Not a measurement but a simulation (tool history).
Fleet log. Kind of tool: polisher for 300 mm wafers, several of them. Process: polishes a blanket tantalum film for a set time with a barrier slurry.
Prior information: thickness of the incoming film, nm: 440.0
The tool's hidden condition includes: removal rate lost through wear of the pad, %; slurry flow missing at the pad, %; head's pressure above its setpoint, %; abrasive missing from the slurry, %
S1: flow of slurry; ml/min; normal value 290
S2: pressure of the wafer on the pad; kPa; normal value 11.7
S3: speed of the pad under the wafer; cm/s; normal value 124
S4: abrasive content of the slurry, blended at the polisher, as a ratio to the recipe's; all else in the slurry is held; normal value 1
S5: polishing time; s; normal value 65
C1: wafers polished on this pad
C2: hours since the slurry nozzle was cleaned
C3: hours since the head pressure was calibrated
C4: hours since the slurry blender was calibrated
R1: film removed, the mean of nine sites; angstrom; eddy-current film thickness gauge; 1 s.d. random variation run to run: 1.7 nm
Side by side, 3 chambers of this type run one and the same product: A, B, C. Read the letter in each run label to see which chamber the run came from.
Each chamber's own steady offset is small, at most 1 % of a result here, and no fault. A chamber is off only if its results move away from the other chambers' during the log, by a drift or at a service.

run	hour	S1	S2	S3	S4	S5	C1	C2	C3	C4	R1
# hour 3.1: chamber C: worn pad replaced by a new one
1C	4.8	290	11.7	124	1	65	20	31.1	312.7	224.7	1167.60
2A	11.7	290	11.7	124	1	65	210	25.2	13.7	258.5	1163.70
# hour 15.9: chamber B: slurry blender recalibrated
3B	18.1	290	11.7	124	1	65	1257	564.7	411.9	2.3	1151.30
# hour 22.1: chamber B: worn pad replaced by a new one
4C	23.2	290	11.7	124	1	65	227	49.5	331.1	243.1	1180.50
5B	28.4	290	11.7	124	1	65	71	575.0	422.2	12.6	1184.40
# hour 29.1: chamber C: slurry blender recalibrated
6A	32.1	290	11.7	124	1	65	440	45.6	34.1	278.9	1196.80
7C	37.3	290	11.7	124	1	65	386	63.6	345.2	8.3	1183.20
8A	40.9	290	11.7	124	1	65	539	54.4	42.9	287.7	1179.60
# hour 41.2: chamber A: worn pad replaced by a new one
9B	48.2	290	11.7	124	1	65	294	594.8	442.0	32.4	1197.60
10B	55.5	290	11.7	124	1	65	377	602.1	449.3	39.7	1173.30
11A	59.1	290	11.7	124	1	65	202	72.6	61.1	305.9	1192.50
12C	66.5	290	11.7	124	1	65	715	92.8	374.4	37.5	1194.40
# hour 67.5: chamber C: worn pad replaced by a new one
13B	70.3	290	11.7	124	1	65	544	616.9	464.1	54.5	1188.10
14A	73.6	290	11.7	124	1	65	365	87.1	75.6	320.4	1221.40
15C	80.7	290	9.7	124	1	56	149	107.0	388.6	51.7	845.96
16C	85.7	290	9.7	124	1	56	206	112.0	393.6	56.7	848.94
# hour 92.2: chamber A: worn pad replaced by a new one
17A	92.5	290	9.7	124	1	56	4	106.0	94.5	339.3	867.06
18B	96.3	290	11.7	124	1	65	837	642.9	490.1	80.5	1167.20
19B	101.6	290	11.7	124	1	65	897	648.2	495.4	85.8	1187.00
20A	104.8	290	11.7	124	1	65	142	118.3	106.8	351.6	1180.60

All chambers now run identical settings, listed one chamber a line with results as question marks. What results will each chamber show?
21A	110.1	290	11.7	124	1	65					?
21B	110.1	290	11.7	124	1	65					?
21C	110.1	290	11.7	124	1	65					?

run	R1
21A	1200.50
21B	1194.40
21C	1163.90
